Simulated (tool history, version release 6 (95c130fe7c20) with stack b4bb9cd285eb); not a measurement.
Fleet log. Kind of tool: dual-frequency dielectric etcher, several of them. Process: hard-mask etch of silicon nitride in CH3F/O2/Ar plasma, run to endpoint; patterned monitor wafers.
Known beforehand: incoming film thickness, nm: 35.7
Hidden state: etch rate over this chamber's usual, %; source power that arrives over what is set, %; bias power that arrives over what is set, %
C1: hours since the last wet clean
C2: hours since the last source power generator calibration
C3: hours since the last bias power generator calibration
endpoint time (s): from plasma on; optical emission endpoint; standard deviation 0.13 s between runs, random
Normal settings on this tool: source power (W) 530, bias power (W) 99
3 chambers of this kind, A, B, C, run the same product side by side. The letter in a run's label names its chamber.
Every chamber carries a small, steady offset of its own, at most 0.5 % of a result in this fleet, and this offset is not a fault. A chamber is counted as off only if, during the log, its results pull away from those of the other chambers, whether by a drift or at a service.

{"run": "1A", "hour": 6.6, "source power (W)": 530, "bias power (W)": 99, "C1": 130.8, "C2": 4604.7, "C3": 2143.6, "endpoint time (s)": 41.736}
{"run": "2C", "hour": 16.2, "source power (W)": 530, "bias power (W)": 99, "C1": 387.4, "C2": 3799.6, "C3": 2327.0, "endpoint time (s)": 41.377}
{"run": "3B", "hour": 21.8, "source power (W)": 530, "bias power (W)": 99, "C1": 353.7, "C2": 1336.4, "C3": 1621.2, "endpoint time (s)": 41.089}
{"run": "4A", "hour": 31.0, "source power (W)": 530, "bias power (W)": 99, "C1": 155.2, "C2": 4629.1, "C3": 2168.0, "endpoint time (s)": 41.647}
{"run": "5C", "hour": 38.1, "source power (W)": 530, "bias power (W)": 99, "C1": 409.3, "C2": 3821.5, "C3": 2348.9, "endpoint time (s)": 41.293}
{"run": "6B", "hour": 45.5, "source power (W)": 530, "bias power (W)": 99, "C1": 377.4, "C2": 1360.1, "C3": 1644.9, "endpoint time (s)": 41.435}
{"run": "7A", "hour": 51.5, "source power (W)": 530, "bias power (W)": 99, "C1": 175.7, "C2": 4649.6, "C3": 2188.5, "endpoint time (s)": 41.63}
{"run": "8B", "hour": 59.3, "source power (W)": 530, "bias power (W)": 99, "C1": 391.2, "C2": 1373.9, "C3": 1658.7, "endpoint time (s)": 41.542}
{"run": "9C", "hour": 65.0, "source power (W)": 530, "bias power (W)": 99, "C1": 436.2, "C2": 3848.4, "C3": 2375.8, "endpoint time (s)": 41.608}
{"run": "10B", "hour": 73.7, "source power (W)": 530, "bias power (W)": 99, "C1": 405.6, "C2": 1388.3, "C3": 1673.1, "endpoint time (s)": 41.457}
{"run": "11A", "hour": 79.7, "source power (W)": 530, "bias power (W)": 99, "C1": 203.9, "C2": 4677.8, "C3": 2216.7, "endpoint time (s)": 41.538}
{"run": "12C", "hour": 86.8, "source power (W)": 530, "bias power (W)": 99, "C1": 458.0, "C2": 3870.2, "C3": 2397.6, "endpoint time (s)": 41.723}
{"run": "13A", "hour": 91.0, "source power (W)": 530, "bias power (W)": 99, "C1": 215.2, "C2": 4689.1, "C3": 2228.0, "endpoint time (s)": 41.545}
{"run": "14B", "hour": 100.1, "source power (W)": 530, "bias power (W)": 99, "C1": 432.0, "C2": 1414.7, "C3": 1699.5, "endpoint time (s)": 41.408}
{"run": "15C", "hour": 104.4, "source power (W)": 530, "bias power (W)": 99, "C1": 475.6, "C2": 3887.8, "C3": 2415.2, "endpoint time (s)": 41.363}
{"run": "16B", "hour": 110.1, "source power (W)": 530, "bias power (W)": 99, "C1": 442.0, "C2": 1424.7, "C3": 1709.5, "endpoint time (s)": 41.532}
{"run": "17C", "hour": 118.3, "source power (W)": 600, "bias power (W)": 75, "C1": 489.5, "C2": 3901.7, "C3": 2429.1, "endpoint time (s)": 43.468}
{"run": "18A", "hour": 127.9, "source power (W)": 600, "bias power (W)": 75, "C1": 252.1, "C2": 4726.0, "C3": 2264.9, "endpoint time (s)": 43.571}
{"run": "19A", "hour": 135.0, "source power (W)": 600, "bias power (W)": 75, "C1": 259.2, "C2": 4733.1, "C3": 2272.0, "endpoint time (s)": 43.322}
{"run": "20B", "hour": 143.7, "source power (W)": 530, "bias power (W)": 99, "C1": 475.6, "C2": 1458.3, "C3": 1743.1, "endpoint time (s)": 41.3}
{"run": "21C", "hour": 150.3, "source power (W)": 530, "bias power (W)": 99, "C1": 521.5, "C2": 3933.7, "C3": 2461.1, "endpoint time (s)": 41.46}
{"run": "22A", "hour": 157.0, "source power (W)": 530, "bias power (W)": 99, "C1": 281.2, "C2": 4755.1, "C3": 2294.0, "endpoint time (s)": 41.355}
{"run": "23B", "hour": 165.1, "source power (W)": 530, "bias power (W)": 99, "C1": 497.0, "C2": 1479.7, "C3": 1764.5, "endpoint time (s)": 41.517}
{"run": "24C", "hour": 170.1, "source power (W)": 530, "bias power (W)": 99, "C1": 541.3, "C2": 3953.5, "C3": 2480.9, "endpoint time (s)": 41.311}
{"run": "25A", "hour": 174.7, "source power (W)": 600, "bias power (W)": 76, "C1": 298.9, "C2": 4772.8, "C3": 2311.7, "endpoint time (s)": 43.026}
{"hour": 176.2, "done": "chamber C: wet clean of the chamber"}
{"run": "26B", "hour": 181.9, "source power (W)": 600, "bias power (W)": 76, "C1": 513.8, "C2": 1496.5, "C3": 1781.3, "endpoint time (s)": 42.999}
{"run": "27C", "hour": 189.5, "source power (W)": 600, "bias power (W)": 76, "C1": 13.4, "C2": 3972.9, "C3": 2500.3, "endpoint time (s)": 43.384}
{"run": "28B", "hour": 194.8, "source power (W)": 650, "bias power (W)": 99, "C1": 526.7, "C2": 1509.4, "C3": 1794.2, "endpoint time (s)": 38.396}
{"run": "29A", "hour": 203.8, "source power (W)": 650, "bias power (W)": 99, "C1": 328.0, "C2": 4801.9, "C3": 2340.8, "endpoint time (s)": 38.355}
{"run": "30C", "hour": 208.4, "source power (W)": 650, "bias power (W)": 99, "C1": 32.3, "C2": 3991.8, "C3": 2519.2, "endpoint time (s)": 38.332}
{"run": "31B", "hour": 214.8, "source power (W)": 530, "bias power (W)": 99, "C1": 546.7, "C2": 1529.4, "C3": 1814.2, "endpoint time (s)": 41.325}
{"run": "32C", "hour": 224.1, "source power (W)": 530, "bias power (W)": 99, "C1": 48.0, "C2": 4007.5, "C3": 2534.9, "endpoint time (s)": 41.358}
{"run": "33A", "hour": 228.4, "source power (W)": 530, "bias power (W)": 99, "C1": 352.6, "C2": 4826.5, "C3": 2365.4, "endpoint time (s)": 40.835}
{"run": "34C", "hour": 236.8, "source power (W)": 410, "bias power (W)": 85, "C1": 60.7, "C2": 4020.2, "C3": 2547.6, "endpoint time (s)": 48.344}
{"hour": 237.3, "done": "chamber A: source power generator calibrated"}
{"run": "35A", "hour": 241.1, "source power (W)": 410, "bias power (W)": 85, "C1": 365.3, "C2": 3.8, "C3": 2378.1, "endpoint time (s)": 47.603}
{"run": "36B", "hour": 247.8, "source power (W)": 410, "bias power (W)": 85, "C1": 579.7, "C2": 1562.4, "C3": 1847.2, "endpoint time (s)": 48.158}
{"run": "37B", "hour": 254.7, "source power (W)": 530, "bias power (W)": 99, "C1": 586.6, "C2": 1569.3, "C3": 1854.1, "endpoint time (s)": 41.512}
{"run": "38C", "hour": 261.0, "source power (W)": 430, "bias power (W)": 123, "C1": 84.9, "C2": 4044.4, "C3": 2571.8, "endpoint time (s)": 41.252}
{"run": "39A", "hour": 266.7, "source power (W)": 430, "bias power (W)": 123, "C1": 390.9, "C2": 29.4, "C3": 2403.7, "endpoint time (s)": 40.6}
{"run": "40C", "hour": 275.9, "source power (W)": 430, "bias power (W)": 123, "C1": 99.8, "C2": 4059.3, "C3": 2586.7, "endpoint time (s)": 41.14}
{"run": "41B", "hour": 281.3, "source power (W)": 530, "bias power (W)": 99, "C1": 613.2, "C2": 1595.9, "C3": 1880.7, "endpoint time (s)": 41.221}

Read the log: is a single chamber off, either drifting away or since a service, is the gauge that measures every chamber drifting, or is nothing wrong beyond small per-chamber offsets? Name any odd chamber and what most likely caused it.

Little by little, chamber A moves away from the other chambers.
Cause: etch rate over this chamber's usual, % = 2.48.

Below are 4 candidate recipes for chamber A's next run, each the usual settings with a change, their results shown as question marks. Which of them brings A's results back in line with what the other chambers give on the usual settings?
In line means no further than this from the other chambers' mean on the usual settings: endpoint time (s) 0.470
{"run": "42A-1", "hour": 288.1, "source power (W)": 500, "bias power (W)": 94, "endpoint time (s)": "?"}
{"run": "42A-2", "hour": 288.1, "source power (W)": 520, "bias power (W)": 97, "endpoint time (s)": "?"}
{"run": "42A-3", "hour": 288.1, "source power (W)": 530, "bias power (W)": 110, "endpoint time (s)": "?"}
{"run": "42A-4", "hour": 288.1, "source power (W)": 560, "bias power (W)": 99, "endpoint time (s)": "?"}

What the other chambers average on the usual settings: endpoint time (s) 41.390
run=42A-1 endpoint_time_(s)=42.316
run=42A-2 endpoint_time_(s)=41.237
run=42A-3 endpoint_time_(s)=39.121
run=42A-4 endpoint_time_(s)=39.824
42A-2 brings the chamber back in line.
